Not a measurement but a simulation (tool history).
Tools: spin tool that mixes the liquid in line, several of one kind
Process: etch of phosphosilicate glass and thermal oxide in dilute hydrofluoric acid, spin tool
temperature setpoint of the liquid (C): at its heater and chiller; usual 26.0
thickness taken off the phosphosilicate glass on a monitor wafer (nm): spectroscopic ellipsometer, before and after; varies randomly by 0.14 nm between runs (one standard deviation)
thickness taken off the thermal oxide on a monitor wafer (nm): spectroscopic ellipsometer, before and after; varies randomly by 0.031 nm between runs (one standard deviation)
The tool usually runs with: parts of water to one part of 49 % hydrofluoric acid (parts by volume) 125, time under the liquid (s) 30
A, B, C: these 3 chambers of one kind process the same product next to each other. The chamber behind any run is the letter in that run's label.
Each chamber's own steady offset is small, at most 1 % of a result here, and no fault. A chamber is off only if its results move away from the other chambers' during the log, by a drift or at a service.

run   hour  temperature setpoint of the liquid (C)  parts of water to one part of 49 % hydrofluoric acid (parts by volume)  time under the liquid (s)  hours since the thermometer was replaced  hours since the hydrofluoric acid flow meter was replaced  read-back film thickness of the phosphosilicate glass reference wafer, read on the same gauge (nm)  read-back film thickness of the thermal oxide reference wafer, read on the same gauge (nm)  thickness taken off the phosphosilicate glass on a monitor wafer (nm)  thickness taken off the thermal oxide on a monitor wafer (nm)
 1B    5.3                                    26.0                                                                     125                         30                                     578.2                                                       86.2                                                                                              109.99                                                                                      29.983                                                                 29.831                                                        1.22210
 2A    9.9                                    26.0                                                                     125                         30                                     345.4                                                     2166.7                                                                                              109.98                                                                                      30.015                                                                 30.084                                                        1.21380
 3C   13.1                                    26.0                                                                     125                         30                                     161.1                                                      266.0                                                                                              110.01                                                                                      30.000                                                                 29.666                                                        1.26080
 4A   18.2                                    26.0                                                                     125                         30                                     353.7                                                     2175.0                                                                                              110.04                                                                                      30.018                                                                 30.139                                                        1.19710
 5C   21.8                                    26.0                                                                     125                         30                                     169.8                                                      274.7                                                                                              110.02                                                                                      29.990                                                                 29.612                                                        1.24120
 6B   26.5                                    26.0                                                                     125                         30                                     599.4                                                      107.4                                                                                              109.99                                                                                      29.983                                                                 29.759                                                        1.20540
      26.7  -- chamber A: hydrofluoric acid flow meter replaced
 7A   31.9                                    26.0                                                                     125                         30                                     367.4                                                        5.2                                                                                              110.01                                                                                      30.008                                                                 30.041                                                        1.17780
 8B   35.7                                    26.0                                                                     125                         30                                     608.6                                                      116.6                                                                                              109.97                                                                                      29.984                                                                 29.850                                                        1.26670
 9C   41.1                                    26.0                                                                      90                         15                                     189.1                                                      294.0                                                                                              110.00                                                                                      30.003                                                                 21.470                                                        0.88166
10B   45.0                                    26.0                                                                      90                         15                                     617.9                                                      125.9                                                                                              109.99                                                                                      29.987                                                                 21.429                                                        0.91308
11A   49.8                                    26.0                                                                      90                         15                                     385.3                                                       23.1                                                                                              110.00                                                                                      29.980                                                                 21.983                                                        0.93177
12C   53.1                                    26.0                                                                     125                         30                                     201.1                                                      306.0                                                                                              109.98                                                                                      30.006                                                                 29.635                                                        1.30900
13B   58.3                                    26.0                                                                     125                         30                                     631.2                                                      139.2                                                                                              109.98                                                                                      29.982                                                                 30.298                                                        1.24770
14C   61.0                                    31.0                                                                     125                         40                                     209.0                                                      313.9                                                                                              110.01                                                                                      30.014                                                                 48.008                                                        2.00800
15A   64.4                                    31.0                                                                     125                         40                                     399.9                                                       37.7                                                                                              109.98                                                                                      29.993                                                                 48.586                                                        2.04650
16C   67.2                                    31.0                                                                     125                         40                                     215.2                                                      320.1                                                                                              109.98                                                                                      29.999                                                                 47.596                                                        2.08560
17A   72.6                                    26.0                                                                     125                         30                                     408.1                                                       45.9                                                                                              110.02                                                                                      30.005                                                                 30.219                                                        1.24350
18B   76.9                                    26.0                                                                     125                         30                                     649.8                                                      157.8                                                                                              109.98                                                                                      29.988                                                                 29.809                                                        1.25720
19B   81.6                                    26.0                                                                     125                         30                                     654.5                                                      162.5                                                                                              110.03                                                                                      30.000                                                                 29.995                                                        1.25460
20A   86.6                                    26.0                                                                     125                         30                                     422.1                                                       59.9                                                                                              109.97                                                                                      30.009                                                                 30.029                                                        1.21940
21C   89.2                                    26.0                                                                     125                         30                                     237.2                                                      342.1                                                                                              109.96                                                                                      30.012                                                                 29.723                                                        1.20630
22A   94.0                                    26.0                                                                     125                         30                                     429.5                                                       67.3                                                                                              110.00                                                                                      30.025                                                                 29.928                                                        1.17770
23B   97.9                                    30.5                                                                     125                         45                                     670.8                                                      178.8                                                                                              110.00                                                                                      30.017                                                                 52.937                                                        2.21920
24C  102.4                                    30.5                                                                     125                         45                                     250.4                                                      355.3                                                                                              110.01                                                                                      29.972                                                                 52.538                                                        2.19160
25A  107.7                                    30.5                                                                     125                         45                                     443.2                                                       81.0                                                                                              109.99                                                                                      29.969                                                                 53.903                                                        2.04340
26B  111.0                                    22.5                                                                     125                         30                                     683.9                                                      191.9                                                                                              109.98                                                                                      30.014                                                                 26.037                                                        1.12100
27C  116.5                                    22.5                                                                     125                         30                                     264.5                                                      369.4                                                                                              109.99                                                                                      29.992                                                                 25.991                                                        1.07870
28C  120.1                                    22.5                                                                     125                         30                                     268.1                                                      373.0                                                                                              110.00                                                                                      30.012                                                                 25.908                                                        1.08520

Which is it: a chamber that has drifted or been left off by a service, a gauge drift common to all chambers, or only each chamber's usual small offset? If a chamber is off, name it and its likeliest cause.

No chamber stands off beyond its own small offset, and the gauge holds steady.
